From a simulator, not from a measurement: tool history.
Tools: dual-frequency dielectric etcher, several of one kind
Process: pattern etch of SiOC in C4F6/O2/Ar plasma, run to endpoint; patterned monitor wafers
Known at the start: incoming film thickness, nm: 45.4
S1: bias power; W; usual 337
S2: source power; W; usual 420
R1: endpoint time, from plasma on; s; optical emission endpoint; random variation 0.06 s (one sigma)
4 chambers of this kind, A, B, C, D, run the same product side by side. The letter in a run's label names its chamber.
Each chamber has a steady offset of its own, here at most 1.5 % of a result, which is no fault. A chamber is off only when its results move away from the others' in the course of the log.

run,hour,S1,S2,R1
1A,5.3,337,420,17.465
2D,10.9,337,420,17.242
3C,17.5,337,420,17.332
4B,23.4,337,420,17.440
5D,29.7,364,330,18.457
6C,34.2,364,330,18.388
7B,38.3,364,330,18.572
8A,45.2,364,330,18.670
9B,48.3,278,420,18.635
10C,51.9,278,420,18.487
11D,56.9,278,420,18.518
12A,61.2,278,420,18.700
13C,65.2,337,420,17.183
14B,69.9,337,420,17.344
15D,73.9,337,420,17.308
16A,80.8,337,420,17.375
17C,85.8,289,420,18.117
18B,91.9,289,420,18.092
19D,97.2,289,420,18.223
20A,103.0,289,420,18.353
21B,107.5,337,420,16.962
22A,113.5,337,420,17.440
23C,119.6,337,420,17.297
24D,124.9,337,420,17.339
25A,130.7,337,420,17.407
26C,137.4,337,420,17.243
27D,141.4,337,420,17.256
28B,147.0,409,420,15.529

Next, every chamber runs the same settings. What will each give?
29A,152.1,337,330,?
29B,152.1,337,330,?
29C,152.1,337,330,?
29D,152.1,337,330,?

run,R1
29A,19.153
29B,18.191
29C,18.819
29D,18.968
